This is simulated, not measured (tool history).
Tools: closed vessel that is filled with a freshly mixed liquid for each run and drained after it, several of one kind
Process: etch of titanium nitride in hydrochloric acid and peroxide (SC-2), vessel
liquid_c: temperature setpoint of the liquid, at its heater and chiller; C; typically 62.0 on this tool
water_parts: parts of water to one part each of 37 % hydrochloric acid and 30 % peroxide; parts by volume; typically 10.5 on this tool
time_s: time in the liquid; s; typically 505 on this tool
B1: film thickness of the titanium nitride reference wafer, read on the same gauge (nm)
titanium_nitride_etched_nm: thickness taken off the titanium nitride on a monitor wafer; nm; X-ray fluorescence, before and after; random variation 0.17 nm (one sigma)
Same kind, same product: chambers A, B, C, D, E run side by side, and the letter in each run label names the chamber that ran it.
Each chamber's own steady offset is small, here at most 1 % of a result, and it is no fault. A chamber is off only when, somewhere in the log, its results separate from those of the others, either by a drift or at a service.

{"run": "1C", "day": 0.117, "liquid_c": 62.0, "water_parts": 10.5, "time_s": 505, "B1": 100.02, "titanium_nitride_etched_nm": 28.909}
{"run": "2A", "day": 0.254, "liquid_c": 62.0, "water_parts": 10.5, "time_s": 505, "B1": 99.976, "titanium_nitride_etched_nm": 28.813}
{"run": "3B", "day": 0.383, "liquid_c": 62.0, "water_parts": 10.5, "time_s": 505, "B1": 99.985, "titanium_nitride_etched_nm": 28.759}
{"run": "4E", "day": 0.525, "liquid_c": 62.0, "water_parts": 10.5, "time_s": 505, "B1": 100.0, "titanium_nitride_etched_nm": 29.294}
{"run": "5D", "day": 0.667, "liquid_c": 62.0, "water_parts": 10.5, "time_s": 505, "B1": 100.03, "titanium_nitride_etched_nm": 28.668}
{"run": "6A", "day": 0.867, "liquid_c": 62.0, "water_parts": 10.5, "time_s": 505, "B1": 99.999, "titanium_nitride_etched_nm": 28.734}
{"run": "7E", "day": 1.129, "liquid_c": 62.0, "water_parts": 10.5, "time_s": 505, "B1": 99.978, "titanium_nitride_etched_nm": 29.291}
{"run": "8B", "day": 1.383, "liquid_c": 62.0, "water_parts": 10.5, "time_s": 505, "B1": 99.986, "titanium_nitride_etched_nm": 28.563}
{"day": 1.433, "done": "chamber B: new drum of peroxide connected"}
{"run": "9C", "day": 1.521, "liquid_c": 62.0, "water_parts": 10.5, "time_s": 505, "B1": 99.976, "titanium_nitride_etched_nm": 28.893}
{"run": "10D", "day": 1.783, "liquid_c": 62.0, "water_parts": 10.5, "time_s": 505, "B1": 100.0, "titanium_nitride_etched_nm": 28.728}
{"run": "11D", "day": 1.967, "liquid_c": 62.0, "water_parts": 10.5, "time_s": 505, "B1": 99.964, "titanium_nitride_etched_nm": 28.49}
{"run": "12E", "day": 2.158, "liquid_c": 62.0, "water_parts": 10.5, "time_s": 505, "B1": 99.933, "titanium_nitride_etched_nm": 28.972}
{"run": "13B", "day": 2.342, "liquid_c": 62.0, "water_parts": 10.5, "time_s": 505, "B1": 100.01, "titanium_nitride_etched_nm": 29.094}
{"run": "14A", "day": 2.6, "liquid_c": 62.0, "water_parts": 10.5, "time_s": 505, "B1": 99.995, "titanium_nitride_etched_nm": 29.091}
{"run": "15C", "day": 2.75, "liquid_c": 62.0, "water_parts": 10.5, "time_s": 505, "B1": 100.01, "titanium_nitride_etched_nm": 28.977}
{"run": "16D", "day": 2.971, "liquid_c": 62.0, "water_parts": 10.5, "time_s": 505, "B1": 100.02, "titanium_nitride_etched_nm": 28.8}
{"day": 3.146, "done": "chamber D: chemicals flow meter replaced"}
{"run": "17A", "day": 3.221, "liquid_c": 62.0, "water_parts": 10.5, "time_s": 505, "B1": 100.0, "titanium_nitride_etched_nm": 28.835}
{"run": "18E", "day": 3.388, "liquid_c": 62.0, "water_parts": 10.5, "time_s": 620, "B1": 99.994, "titanium_nitride_etched_nm": 35.462}
{"run": "19C", "day": 3.6, "liquid_c": 62.0, "water_parts": 10.5, "time_s": 620, "B1": 99.961, "titanium_nitride_etched_nm": 35.521}
{"run": "20B", "day": 3.817, "liquid_c": 62.0, "water_parts": 10.5, "time_s": 620, "B1": 99.971, "titanium_nitride_etched_nm": 35.876}
{"run": "21A", "day": 4.062, "liquid_c": 62.0, "water_parts": 10.5, "time_s": 620, "B1": 99.99, "titanium_nitride_etched_nm": 35.267}
{"run": "22B", "day": 4.25, "liquid_c": 62.0, "water_parts": 10.5, "time_s": 620, "B1": 99.993, "titanium_nitride_etched_nm": 35.955}
{"run": "23D", "day": 4.392, "liquid_c": 62.0, "water_parts": 10.5, "time_s": 505, "B1": 99.978, "titanium_nitride_etched_nm": 28.807}
{"run": "24E", "day": 4.512, "liquid_c": 62.0, "water_parts": 10.5, "time_s": 505, "B1": 100.04, "titanium_nitride_etched_nm": 28.875}
{"run": "25C", "day": 4.683, "liquid_c": 62.0, "water_parts": 10.5, "time_s": 505, "B1": 100.02, "titanium_nitride_etched_nm": 28.864}
{"run": "26C", "day": 4.85, "liquid_c": 62.0, "water_parts": 10.5, "time_s": 505, "B1": 99.956, "titanium_nitride_etched_nm": 28.815}
{"run": "27E", "day": 4.996, "liquid_c": 62.0, "water_parts": 10.5, "time_s": 505, "B1": 99.966, "titanium_nitride_etched_nm": 29.132}
{"run": "28A", "day": 5.25, "liquid_c": 71.5, "water_parts": 13.5, "time_s": 505, "B1": 100.02, "titanium_nitride_etched_nm": 41.753}
{"run": "29D", "day": 5.471, "liquid_c": 71.5, "water_parts": 13.5, "time_s": 505, "B1": 100.03, "titanium_nitride_etched_nm": 40.774}
{"run": "30B", "day": 5.671, "liquid_c": 71.5, "water_parts": 13.5, "time_s": 505, "B1": 100.01, "titanium_nitride_etched_nm": 42.642}
{"run": "31A", "day": 5.842, "liquid_c": 71.5, "water_parts": 13.5, "time_s": 505, "B1": 100.01, "titanium_nitride_etched_nm": 41.85}
{"run": "32E", "day": 6.054, "liquid_c": 71.5, "water_parts": 13.5, "time_s": 505, "B1": 99.981, "titanium_nitride_etched_nm": 41.807}
{"run": "33C", "day": 6.179, "liquid_c": 62.0, "water_parts": 10.5, "time_s": 505, "B1": 100.02, "titanium_nitride_etched_nm": 29.286}
{"run": "34D", "day": 6.421, "liquid_c": 62.0, "water_parts": 10.5, "time_s": 370, "B1": 99.978, "titanium_nitride_etched_nm": 20.895}
{"run": "35B", "day": 6.604, "liquid_c": 62.0, "water_parts": 10.5, "time_s": 370, "B1": 99.982, "titanium_nitride_etched_nm": 21.706}
{"run": "36E", "day": 6.821, "liquid_c": 62.0, "water_parts": 10.5, "time_s": 370, "B1": 100.0, "titanium_nitride_etched_nm": 21.179}
{"run": "37C", "day": 7.067, "liquid_c": 62.0, "water_parts": 10.5, "time_s": 370, "B1": 99.97, "titanium_nitride_etched_nm": 21.196}
{"run": "38B", "day": 7.262, "liquid_c": 62.0, "water_parts": 10.5, "time_s": 370, "B1": 100.01, "titanium_nitride_etched_nm": 22.01}
{"run": "39A", "day": 7.467, "liquid_c": 62.0, "water_parts": 10.5, "time_s": 505, "B1": 100.01, "titanium_nitride_etched_nm": 28.961}
{"run": "40D", "day": 7.708, "liquid_c": 62.0, "water_parts": 10.5, "time_s": 505, "B1": 100.04, "titanium_nitride_etched_nm": 28.639}
{"run": "41A", "day": 7.846, "liquid_c": 62.0, "water_parts": 10.5, "time_s": 505, "B1": 100.01, "titanium_nitride_etched_nm": 28.938}
{"run": "42B", "day": 8.088, "liquid_c": 70.0, "water_parts": 10.5, "time_s": 295, "B1": 100.04, "titanium_nitride_etched_nm": 28.819}
{"run": "43E", "day": 8.312, "liquid_c": 70.0, "water_parts": 10.5, "time_s": 295, "B1": 100.01, "titanium_nitride_etched_nm": 27.913}
{"run": "44D", "day": 8.492, "liquid_c": 70.0, "water_parts": 10.5, "time_s": 295, "B1": 100.02, "titanium_nitride_etched_nm": 27.126}

For the next run the whole fleet of 5 chambers uses the same settings. Give each chamber's results:
{"run": "45A", "day": 8.683, "liquid_c": 62.0, "water_parts": 10.5, "time_s": 505, "titanium_nitride_etched_nm": "?"}
{"run": "45B", "day": 8.683, "liquid_c": 62.0, "water_parts": 10.5, "time_s": 505, "titanium_nitride_etched_nm": "?"}
{"run": "45C", "day": 8.683, "liquid_c": 62.0, "water_parts": 10.5, "time_s": 505, "titanium_nitride_etched_nm": "?"}
{"run": "45D", "day": 8.683, "liquid_c": 62.0, "water_parts": 10.5, "time_s": 505, "titanium_nitride_etched_nm": "?"}
{"run": "45E", "day": 8.683, "liquid_c": 62.0, "water_parts": 10.5, "time_s": 505, "titanium_nitride_etched_nm": "?"}

run=45A titanium_nitride_etched_nm=29.089
run=45B titanium_nitride_etched_nm=30.659
run=45C titanium_nitride_etched_nm=28.988
run=45D titanium_nitride_etched_nm=28.873
run=45E titanium_nitride_etched_nm=29.035

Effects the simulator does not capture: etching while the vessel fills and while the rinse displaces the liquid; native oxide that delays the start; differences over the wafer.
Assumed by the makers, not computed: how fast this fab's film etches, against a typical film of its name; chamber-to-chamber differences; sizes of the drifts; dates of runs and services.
